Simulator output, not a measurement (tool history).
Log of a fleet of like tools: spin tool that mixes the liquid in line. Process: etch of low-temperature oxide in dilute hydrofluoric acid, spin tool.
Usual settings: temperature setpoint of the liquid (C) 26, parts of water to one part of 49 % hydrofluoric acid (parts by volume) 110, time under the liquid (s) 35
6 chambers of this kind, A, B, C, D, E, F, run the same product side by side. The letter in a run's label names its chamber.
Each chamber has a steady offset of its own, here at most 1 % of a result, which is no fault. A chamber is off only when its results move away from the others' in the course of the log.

run,day,temperature setpoint of the liquid (C),parts of water to one part of 49 % hydrofluoric acid (parts by volume),time under the liquid (s),"read-back film thickness of the low-temperature oxide reference wafer, read on the same gauge (nm)",thickness taken off the low-temperature oxide on a monitor wafer (angstrom)
1F,0.467,26,110,35,59.996,48.094
2B,0.896,26,110,35,60.009,48.38
3C,1.35,26,110,35,60.011,47.958
4E,1.596,26,110,35,59.988,47.239
5A,1.996,26,110,35,59.997,48.867
6D,2.454,21,110,55,59.989,61.97
7E,2.825,21,110,55,59.976,62.051
8A,3.088,21,110,55,59.998,61.455
9C,3.517,21,110,55,60.007,61.034
10D,4.029,21,110,55,59.996,62.598
11F,4.4,21,110,55,59.987,63.002
# day 4.742: chamber A: hydrofluoric acid flow meter replaced
12B,4.896,26,110,35,59.971,48.084
13D,5.304,26,110,35,59.997,47.745
14E,5.725,26,110,35,59.982,48.279
15A,6.1,26,110,35,59.998,48.213
16C,6.338,26,110,35,60.012,48.039
17F,6.758,26,110,45,59.998,62.737
18B,7.05,26,110,45,60,61.154
19B,7.462,26,110,45,59.997,59.235
20F,7.729,26,110,45,60.005,61.685
21C,8.162,26,110,45,59.992,60.977
22E,8.454,26,110,45,59.993,61.766
# day 8.679: chamber E: thermometer replaced
23D,8.738,26,110,35,59.986,48.798
24A,9.146,26,110,35,60.001,47.928
25F,9.596,26,110,35,60.011,48.642
26B,9.921,26,110,35,60.01,45.918
27A,10.208,26,110,35,60.011,47.731
28C,10.546,26,110,35,60.014,48.382
29E,11.058,26,110,35,59.992,48.332
# day 11.358: chamber D: thermometer replaced
30D,11.375,26,110,50,59.997,68.902
31B,11.808,26,110,50,60.006,64.109
32A,12.208,26,110,50,59.985,68.807
33E,12.554,26,110,50,60.002,68.762
34D,13.033,26,110,50,59.996,70.465
35C,13.533,26,110,50,60.002,68.366
# day 13.629: chamber F: thermometer replaced
36F,13.792,26,110,35,59.99,47.544
37C,14.042,26,110,35,59.991,47.877
38A,14.396,26,150,15,60,14.696
39D,14.783,26,150,15,59.993,14.439
40B,15.167,26,150,15,60.006,12.95

What goes on in this fleet: one chamber off, a drifting gauge, or nothing beyond the chambers' own small offsets? Name the chamber and the cause, if any.

Chamber B drifts away from the others.
Cause: hydrofluoric acid flow below the setpoint (%) = 9.17.
The log may not tell that from: liquid colder than its thermometer reads (K).

Here are 4 candidates for chamber B's next run, each the usual settings with a change, their results left as question marks. Which one brings its results back in line with what the others give on the usual settings?
In line means no further than this from the other chambers' mean on the usual settings: thickness taken off the low-temperature oxide on a monitor wafer (angstrom) 1.6
41B-1,15.546,25.5,120,35,,?
41B-2,15.546,26,115,35,,?
41B-3,15.546,26,100,35,,?
41B-4,15.546,26,105,35,,?

The other chambers' mean on the usual settings: thickness taken off the low-temperature oxide on a monitor wafer (angstrom) 48.066
run,thickness taken off the low-temperature oxide on a monitor wafer (angstrom)
41B-1,38.548
41B-2,41.26
41B-3,48.365
41B-4,45.765
41B-3 brings the chamber back in line.

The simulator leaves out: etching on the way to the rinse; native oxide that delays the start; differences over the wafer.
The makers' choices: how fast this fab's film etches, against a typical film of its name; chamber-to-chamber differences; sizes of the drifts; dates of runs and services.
